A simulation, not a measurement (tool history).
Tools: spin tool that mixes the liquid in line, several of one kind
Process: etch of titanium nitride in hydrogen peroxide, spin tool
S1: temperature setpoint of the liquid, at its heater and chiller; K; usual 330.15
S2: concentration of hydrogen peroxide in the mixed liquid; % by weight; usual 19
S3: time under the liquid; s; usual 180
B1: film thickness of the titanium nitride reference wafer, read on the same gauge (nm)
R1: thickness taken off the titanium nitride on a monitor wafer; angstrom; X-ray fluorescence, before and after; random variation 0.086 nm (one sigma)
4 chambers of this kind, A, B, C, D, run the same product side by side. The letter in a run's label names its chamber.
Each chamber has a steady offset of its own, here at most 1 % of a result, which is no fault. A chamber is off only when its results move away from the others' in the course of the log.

run	day	S1	S2	S3	B1	R1
# day 0.138: chamber C: new drum of peroxide connected
1C	0.271	330.15	19	180	149.97	113.44
2A	0.829	330.15	19	180	150	113.35
3B	1.354	330.15	19	180	150.02	113.67
# day 1.458: chamber A: new drum of peroxide connected
4D	1.671	330.15	19	180	149.98	109.9
5A	2.133	320.15	19	125	149.96	38.537
6B	2.421	320.15	19	125	150.01	37.761
7C	3.017	320.15	19	125	150	38.077
8D	3.488	320.15	19	125	150.01	38.683
9A	3.908	330.15	19	180	150.02	115.46
10D	4.188	330.15	16	125	150.06	74.899
# day 4.342: chamber B: thermometer replaced
11B	4.788	330.15	16	125	150.01	74.112
12C	5.242	330.15	16	125	150.03	75.804
13D	5.562	330.15	16	125	150	76.824
14B	6.033	338.65	19	90	149.96	100.2
15A	6.475	338.65	19	90	150.03	101.96
16C	6.779	338.65	19	90	150.04	100.48
17C	7.158	338.65	19	90	149.96	97.262
18D	7.588	330.15	19	180	150	117.53
19B	8.188	330.15	19	180	150.05	112.56
20A	8.729	330.15	19	180	149.98	113.84
21B	9.204	330.15	19	180	150.01	114.03
22C	9.804	330.15	19	180	150.02	113.21
23A	10.175	330.15	19	180	150.01	113.29
24D	10.525	324.65	16	180	150.05	80.815

Next, every chamber runs the same settings. What will each give?
25A	10.979	339.15	19	180		?
25B	10.979	339.15	19	180		?
25C	10.979	339.15	19	180		?
25D	10.979	339.15	19	180		?

run	R1
25A	206.36
25B	208.89
25C	201
25D	223.78

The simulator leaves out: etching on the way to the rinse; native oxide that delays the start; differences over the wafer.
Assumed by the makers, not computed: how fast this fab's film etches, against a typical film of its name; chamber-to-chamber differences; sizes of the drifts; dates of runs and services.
